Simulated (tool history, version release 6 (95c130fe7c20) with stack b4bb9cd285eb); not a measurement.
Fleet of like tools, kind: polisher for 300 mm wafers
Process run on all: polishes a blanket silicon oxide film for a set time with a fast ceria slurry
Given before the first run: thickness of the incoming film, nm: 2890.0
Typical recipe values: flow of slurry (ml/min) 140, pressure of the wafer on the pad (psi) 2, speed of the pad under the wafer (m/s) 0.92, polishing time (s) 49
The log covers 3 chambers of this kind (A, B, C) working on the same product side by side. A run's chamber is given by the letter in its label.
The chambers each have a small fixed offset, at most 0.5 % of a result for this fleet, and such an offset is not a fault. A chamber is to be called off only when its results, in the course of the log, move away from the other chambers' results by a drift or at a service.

run,hour,flow of slurry (ml/min),pressure of the wafer on the pad (psi),speed of the pad under the wafer (m/s),polishing time (s),film removed (Å)
1B,14.1,140,2,0.92,49,4549.7
2C,25.8,140,2,0.92,49,4537.1
3A,38.5,140,2,0.92,49,4538.7
# hour 48.5: chamber C: worn pad replaced by a new one
4B,52.3,140,2,0.92,49,4503.5
5C,65.8,140,2,0.92,49,4563.5
# hour 68.3: chamber B: worn pad replaced by a new one
6A,72.1,140,2,0.92,49,4524.3
7C,80.5,140,2,0.92,49,4539.8
8B,90.8,140,2,0.92,49,4446.8
9A,97.6,140,2,0.92,49,4547.2
10C,105.2,185,2,0.92,49,4708.9
# hour 112.5: chamber C: worn pad replaced by a new one
# hour 113.8: chamber C: slurry nozzle cleaned
11A,117.2,185,2,0.92,49,4745.8
12B,127.6,185,2,0.92,49,4704.9
13B,136.1,115,2,0.72,49,3361.5
# hour 140.3: chamber B: worn pad replaced by a new one
14C,147,115,2,0.72,49,3460.2
15A,155.8,115,2,0.72,49,3385.8
# hour 166.1: chamber C: head pressure recalibrated
# hour 167.5: chamber C: worn pad replaced by a new one
16A,169.3,140,2,0.92,49,4460.9
17B,177.3,140,2,0.92,49,4513.9
18C,185.9,140,2,0.92,49,4571.5
19B,196.1,140,2,0.92,49,4415
20C,202.5,140,2,0.92,49,4537.4
21A,209.8,140,2,0.92,49,4416.6
# hour 216.7: chamber B: worn pad replaced by a new one
22B,218.8,140,2,0.92,49,4477.3
23C,230.1,140,2,0.92,49,4475.5
24A,238.6,140,2,0.92,49,4334.7
# hour 238.9: chamber C: worn pad replaced by a new one
25B,251.3,140,2,0.92,49,4517.7
26C,265.3,140,2,0.92,49,4512.7
27A,278,140,2,0.92,49,4245.1
28C,286.1,140,2,0.92,49,4466.4
# hour 290: chamber B: worn pad replaced by a new one
29A,299.3,140,2,0.92,49,4161
30B,308.9,140,2.7,0.8,49,5217.1
31B,316.4,140,2.7,0.8,49,5224.2

Predict what each chamber gives when all 3 of them run the settings below next.
32A,326.6,140,2,0.92,49,?
32B,326.6,140,2,0.92,49,?
32C,326.6,140,2,0.92,49,?

run,film removed (Å)
32A,4159.4
32B,4495.5
32C,4547.5

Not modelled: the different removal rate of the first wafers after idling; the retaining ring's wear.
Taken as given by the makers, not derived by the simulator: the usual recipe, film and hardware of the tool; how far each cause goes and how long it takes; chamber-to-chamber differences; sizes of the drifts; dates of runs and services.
